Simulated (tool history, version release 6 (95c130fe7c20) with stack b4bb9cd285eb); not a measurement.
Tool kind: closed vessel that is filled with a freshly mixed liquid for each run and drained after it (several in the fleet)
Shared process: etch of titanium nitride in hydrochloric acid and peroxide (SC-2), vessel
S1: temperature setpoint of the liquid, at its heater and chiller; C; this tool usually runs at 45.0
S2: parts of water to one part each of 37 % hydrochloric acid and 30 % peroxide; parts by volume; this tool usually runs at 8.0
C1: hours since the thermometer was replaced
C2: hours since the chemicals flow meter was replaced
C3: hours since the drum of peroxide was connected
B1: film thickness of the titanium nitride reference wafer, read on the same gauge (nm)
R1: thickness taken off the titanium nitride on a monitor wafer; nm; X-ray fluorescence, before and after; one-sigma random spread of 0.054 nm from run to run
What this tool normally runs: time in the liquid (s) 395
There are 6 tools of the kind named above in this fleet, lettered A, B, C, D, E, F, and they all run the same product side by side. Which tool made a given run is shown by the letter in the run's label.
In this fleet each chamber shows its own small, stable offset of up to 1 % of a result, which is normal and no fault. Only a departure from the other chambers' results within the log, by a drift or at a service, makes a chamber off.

run 1B day=0.438 | S1=45.0 S2=8.0 time_in_the_liquid_(s)=395 | C1=60.1 C2=186.4 C3=522.6 | B1=30.010 | R1=8.1259
run 2F day=0.842 | S1=45.0 S2=8.0 time_in_the_liquid_(s)=395 | C1=774.5 C2=619.4 C3=819.9 | B1=30.013 | R1=8.2110
-- day=1.025 chamber A: new drum of peroxide connected
run 3C day=1.429 | S1=45.0 S2=8.0 time_in_the_liquid_(s)=395 | C1=441.5 C2=440.6 C3=634.6 | B1=30.007 | R1=8.2971
-- day=1.462 chamber A: chemicals flow meter replaced
-- day=1.850 chamber F: new drum of peroxide connected
run 4E day=1.983 | S1=45.0 S2=8.0 time_in_the_liquid_(s)=395 | C1=472.3 C2=356.9 C3=796.5 | B1=30.005 | R1=8.1510
run 5A day=2.492 | S1=45.0 S2=6.5 time_in_the_liquid_(s)=395 | C1=225.4 C2=24.8 C3=35.2 | B1=29.981 | R1=9.5672
run 6D day=3.046 | S1=45.0 S2=6.5 time_in_the_liquid_(s)=395 | C1=102.2 C2=1172.3 C3=403.5 | B1=29.982 | R1=9.6614
-- day=3.338 chamber C: thermometer replaced
run 7A day=3.475 | S1=45.0 S2=6.5 time_in_the_liquid_(s)=395 | C1=249.0 C2=48.4 C3=58.8 | B1=29.986 | R1=9.6515
run 8C day=3.871 | S1=45.0 S2=6.5 time_in_the_liquid_(s)=395 | C1=12.9 C2=499.2 C3=693.2 | B1=29.976 | R1=9.6936
run 9E day=4.321 | S1=45.0 S2=6.5 time_in_the_liquid_(s)=395 | C1=528.4 C2=413.0 C3=852.6 | B1=29.987 | R1=9.6686
run 10B day=4.729 | S1=45.0 S2=6.5 time_in_the_liquid_(s)=395 | C1=163.1 C2=289.4 C3=625.6 | B1=29.982 | R1=9.5315
run 11F day=5.083 | S1=45.0 S2=8.0 time_in_the_liquid_(s)=395 | C1=876.3 C2=721.2 C3=77.6 | B1=30.007 | R1=8.2490
run 12D day=5.462 | S1=45.0 S2=8.0 time_in_the_liquid_(s)=395 | C1=160.2 C2=1230.3 C3=461.5 | B1=29.973 | R1=8.2717
run 13A day=6.033 | S1=45.0 S2=8.0 time_in_the_liquid_(s)=395 | C1=310.4 C2=109.8 C3=120.2 | B1=29.984 | R1=8.3128
-- day=6.162 chamber C: chemicals flow meter replaced
-- day=6.258 chamber B: new drum of peroxide connected
run 14D day=6.467 | S1=45.0 S2=8.0 time_in_the_liquid_(s)=395 | C1=184.3 C2=1254.4 C3=485.6 | B1=29.999 | R1=8.2540
run 15C day=7.058 | S1=45.0 S2=8.0 time_in_the_liquid_(s)=395 | C1=89.4 C2=21.6 C3=769.7 | B1=30.008 | R1=8.3347
run 16F day=7.388 | S1=45.0 S2=8.0 time_in_the_liquid_(s)=395 | C1=931.6 C2=776.5 C3=132.9 | B1=29.999 | R1=8.2034
run 17E day=7.729 | S1=45.0 S2=8.0 time_in_the_liquid_(s)=395 | C1=610.2 C2=494.8 C3=934.4 | B1=30.011 | R1=8.1786
run 18B day=8.000 | S1=45.0 S2=8.0 time_in_the_liquid_(s)=395 | C1=241.6 C2=367.9 C3=41.8 | B1=29.990 | R1=8.2011
run 19F day=8.538 | S1=45.0 S2=8.0 time_in_the_liquid_(s)=395 | C1=959.2 C2=804.1 C3=160.5 | B1=30.004 | R1=8.2587
run 20E day=9.112 | S1=45.0 S2=8.0 time_in_the_liquid_(s)=395 | C1=643.4 C2=528.0 C3=967.6 | B1=30.007 | R1=8.0672
run 21C day=9.625 | S1=45.0 S2=8.0 time_in_the_liquid_(s)=395 | C1=151.0 C2=83.2 C3=831.3 | B1=29.993 | R1=8.2273
-- day=9.633 chamber D: new drum of peroxide connected
run 22D day=10.196 | S1=45.0 S2=8.0 time_in_the_liquid_(s)=395 | C1=273.8 C2=1343.9 C3=13.6 | B1=29.997 | R1=8.2085
-- day=10.308 chamber C: new drum of peroxide connected
-- day=10.400 chamber E: new drum of peroxide connected
run 23B day=10.788 | S1=48.5 S2=5.5 time_in_the_liquid_(s)=395 | C1=308.5 C2=434.8 C3=108.7 | B1=29.978 | R1=13.7250
run 24A day=11.067 | S1=48.5 S2=5.5 time_in_the_liquid_(s)=395 | C1=431.2 C2=230.6 C3=241.0 | B1=30.008 | R1=13.8370
run 25E day=11.592 | S1=48.5 S2=5.5 time_in_the_liquid_(s)=395 | C1=702.9 C2=587.5 C3=28.6 | B1=30.013 | R1=14.0090
run 26F day=12.117 | S1=48.5 S2=5.5 time_in_the_liquid_(s)=395 | C1=1045.1 C2=890.0 C3=246.4 | B1=29.963 | R1=13.7890
run 27C day=12.425 | S1=48.5 S2=5.5 time_in_the_liquid_(s)=395 | C1=218.2 C2=150.4 C3=50.8 | B1=29.990 | R1=14.2190
run 28D day=12.817 | S1=48.5 S2=5.5 time_in_the_liquid_(s)=395 | C1=336.7 C2=1406.8 C3=76.5 | B1=30.006 | R1=13.7520
run 29B day=13.258 | S1=45.0 S2=8.0 time_in_the_liquid_(s)=395 | C1=367.8 C2=494.1 C3=168.0 | B1=29.977 | R1=8.1271
run 30A day=13.858 | S1=45.0 S2=8.0 time_in_the_liquid_(s)=395 | C1=498.2 C2=297.6 C3=308.0 | B1=29.990 | R1=8.3004
run 31A day=14.188 | S1=45.0 S2=8.0 time_in_the_liquid_(s)=395 | C1=506.1 C2=305.5 C3=315.9 | B1=29.995 | R1=8.1692
run 32B day=14.471 | S1=45.0 S2=8.0 time_in_the_liquid_(s)=395 | C1=396.9 C2=523.2 C3=197.1 | B1=29.988 | R1=8.1037
run 33F day=15.075 | S1=45.0 S2=8.0 time_in_the_liquid_(s)=395 | C1=1116.1 C2=961.0 C3=317.4 | B1=29.982 | R1=8.2680
run 34D day=15.646 | S1=45.0 S2=8.0 time_in_the_liquid_(s)=395 | C1=404.6 C2=1474.7 C3=144.4 | B1=30.000 | R1=8.2969
run 35E day=16.017 | S1=45.0 S2=8.0 time_in_the_liquid_(s)=395 | C1=809.1 C2=693.7 C3=134.8 | B1=30.006 | R1=8.2314
run 36C day=16.488 | S1=45.0 S2=8.0 time_in_the_liquid_(s)=395 | C1=315.7 C2=247.9 C3=148.3 | B1=29.981 | R1=8.1914

All chambers now run identical settings, listed one chamber a line with results as question marks. What results will each chamber show?
run 37A day=16.925 | S1=45.0 S2=8.0 time_in_the_liquid_(s)=325 | R1=?
run 37B day=16.925 | S1=45.0 S2=8.0 time_in_the_liquid_(s)=325 | R1=?
run 37C day=16.925 | S1=45.0 S2=8.0 time_in_the_liquid_(s)=325 | R1=?
run 37D day=16.925 | S1=45.0 S2=8.0 time_in_the_liquid_(s)=325 | R1=?
run 37E day=16.925 | S1=45.0 S2=8.0 time_in_the_liquid_(s)=325 | R1=?
run 37F day=16.925 | S1=45.0 S2=8.0 time_in_the_liquid_(s)=325 | R1=?

run=37A R1=6.7904
run=37B R1=6.7244
run=37C R1=6.8419
run=37D R1=6.8395
run=37E R1=6.7290
run=37F R1=6.8324
